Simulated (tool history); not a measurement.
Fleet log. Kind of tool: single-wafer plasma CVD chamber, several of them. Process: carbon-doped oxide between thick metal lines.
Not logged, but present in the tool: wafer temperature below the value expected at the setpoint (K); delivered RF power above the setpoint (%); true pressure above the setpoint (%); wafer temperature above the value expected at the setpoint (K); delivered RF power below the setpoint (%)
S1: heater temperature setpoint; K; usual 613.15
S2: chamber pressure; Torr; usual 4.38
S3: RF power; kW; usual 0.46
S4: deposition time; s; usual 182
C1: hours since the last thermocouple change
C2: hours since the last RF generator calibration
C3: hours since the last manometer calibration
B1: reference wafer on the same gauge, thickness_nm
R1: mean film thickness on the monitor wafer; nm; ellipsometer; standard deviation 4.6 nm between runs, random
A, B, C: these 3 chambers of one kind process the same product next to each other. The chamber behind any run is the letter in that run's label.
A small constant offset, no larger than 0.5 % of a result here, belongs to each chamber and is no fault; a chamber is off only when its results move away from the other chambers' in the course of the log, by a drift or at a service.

run 1B hour=12.9 | S1=613.15 S2=4.38 S3=0.46 S4=182 | C1=641.1 C2=1990.7 C3=1488.8 | B1=1026.7 | R1=870.6
run 2A hour=20.7 | S1=613.15 S2=4.38 S3=0.46 S4=182 | C1=1748 C2=26.2 C3=2374.7 | B1=1027.1 | R1=877.67
run 3C hour=33.2 | S1=613.15 S2=4.38 S3=0.46 S4=182 | C1=1030.4 C2=1063.7 C3=1242.4 | B1=1026.9 | R1=876.37
run 4A hour=43.7 | S1=613.15 S2=4.38 S3=0.46 S4=182 | C1=1771 C2=49.2 C3=2397.7 | B1=1027.8 | R1=876.4
run 5B hour=54.9 | S1=613.15 S2=4.38 S3=0.46 S4=182 | C1=683.1 C2=2032.7 C3=1530.8 | B1=1027.2 | R1=874.66
run 6C hour=68 | S1=613.15 S2=4.38 S3=0.46 S4=182 | C1=1065.2 C2=1098.5 C3=1277.2 | B1=1027 | R1=873.29
run 7C hour=81.3 | S1=613.15 S2=4.38 S3=0.46 S4=182 | C1=1078.5 C2=1111.8 C3=1290.5 | B1=1027.5 | R1=875.67
run 8B hour=94.7 | S1=613.15 S2=4.38 S3=0.46 S4=182 | C1=722.9 C2=2072.5 C3=1570.6 | B1=1028.2 | R1=873.13
run 9A hour=109.4 | S1=613.15 S2=4.38 S3=0.46 S4=182 | C1=1836.7 C2=114.9 C3=2463.4 | B1=1027.6 | R1=876.23
run 10C hour=119.1 | S1=613.15 S2=4.38 S3=0.46 S4=182 | C1=1116.3 C2=1149.6 C3=1328.3 | B1=1028.2 | R1=870.05
run 11B hour=130.3 | S1=613.15 S2=4.38 S3=0.46 S4=182 | C1=758.5 C2=2108.1 C3=1606.2 | B1=1026.5 | R1=876.29
run 12A hour=140.4 | S1=613.15 S2=4.38 S3=0.46 S4=182 | C1=1867.7 C2=145.9 C3=2494.4 | B1=1026.1 | R1=880.32
run 13A hour=147.7 | S1=607.15 S2=4.38 S3=0.46 S4=151 | C1=1875 C2=153.2 C3=2501.7 | B1=1028.5 | R1=737.92
run 14C hour=154.9 | S1=607.15 S2=4.38 S3=0.46 S4=151 | C1=1152.1 C2=1185.4 C3=1364.1 | B1=1026.5 | R1=726.69
run 15B hour=171.2 | S1=607.15 S2=4.38 S3=0.46 S4=151 | C1=799.4 C2=2149 C3=1647.1 | B1=1027.5 | R1=741.64
run 16A hour=183.6 | S1=613.15 S2=4.38 S3=0.46 S4=182 | C1=1910.9 C2=189.1 C3=2537.6 | B1=1027 | R1=878.92
run 17C hour=197.5 | S1=613.15 S2=4.38 S3=0.46 S4=182 | C1=1194.7 C2=1228 C3=1406.7 | B1=1027.7 | R1=859.98
run 18B hour=212.4 | S1=613.15 S2=4.38 S3=0.46 S4=182 | C1=840.6 C2=2190.2 C3=1688.3 | B1=1026.5 | R1=872.29
run 19B hour=227.3 | S1=613.15 S2=4.38 S3=0.505 S4=182 | C1=855.5 C2=2205.1 C3=1703.2 | B1=1025.2 | R1=918.76
run 20C hour=236.3 | S1=613.15 S2=4.38 S3=0.505 S4=182 | C1=1233.5 C2=1266.8 C3=1445.5 | B1=1027 | R1=889.24
-- hour=247 chamber A: capacitance manometer re-zeroed and calibrated
run 21A hour=248.4 | S1=613.15 S2=4.38 S3=0.505 S4=182 | C1=1975.7 C2=253.9 C3=1.5 | B1=1027.6 | R1=933.5
run 22C hour=259.9 | S1=613.15 S2=4.38 S3=0.46 S4=182 | C1=1257.1 C2=1290.4 C3=1469.1 | B1=1027.5 | R1=842.65
-- hour=264 chamber B: RF generator calibrated
run 23B hour=271.1 | S1=613.15 S2=4.38 S3=0.46 S4=182 | C1=899.3 C2=7.1 C3=1747 | B1=1027.6 | R1=868.53
run 24A hour=283.2 | S1=613.15 S2=4.38 S3=0.46 S4=182 | C1=2010.5 C2=288.7 C3=36.3 | B1=1028.8 | R1=884.84
run 25A hour=291.5 | S1=613.15 S2=4.38 S3=0.46 S4=182 | C1=2018.8 C2=297 C3=44.6 | B1=1028 | R1=879.76
run 26C hour=302.1 | S1=613.15 S2=4.38 S3=0.46 S4=182 | C1=1299.3 C2=1332.6 C3=1511.3 | B1=1027.8 | R1=834.61
run 27B hour=318.5 | S1=613.15 S2=4.38 S3=0.46 S4=182 | C1=946.7 C2=54.5 C3=1794.4 | B1=1027.2 | R1=864.27

Which is it: a chamber that has drifted or been left off by a service, a gauge drift common to all chambers, or only each chamber's usual small offset? If a chamber is off, name it and its likeliest cause.

Chamber C drifts away from the others.
Cause: delivered RF power below the setpoint (%) = 7.04.

Here are 4 candidates for chamber C's next run, each the usual settings with a change, their results left as question marks. Which one brings its results back in line with what the others give on the usual settings?
Counts as in line when no further than this from what the other chambers average on the usual settings: R1 16 nm
run 28C-1 hour=330.3 | S1=613.15 S2=4.38 S3=0.47 S4=188 | R1=?
run 28C-2 hour=330.3 | S1=614.15 S2=4.38 S3=0.45 S4=176 | R1=?
run 28C-3 hour=330.3 | S1=613.15 S2=4.38 S3=0.54 S4=182 | R1=?
run 28C-4 hour=330.3 | S1=616.15 S2=4.38 S3=0.4 S4=182 | R1=?

What the other chambers average on the usual settings: R1 872.7 nm
run=28C-1 R1=868.55
run=28C-2 R1=785.61
run=28C-3 R1=921.55
run=28C-4 R1=740.27
28C-1 brings the chamber back in line.

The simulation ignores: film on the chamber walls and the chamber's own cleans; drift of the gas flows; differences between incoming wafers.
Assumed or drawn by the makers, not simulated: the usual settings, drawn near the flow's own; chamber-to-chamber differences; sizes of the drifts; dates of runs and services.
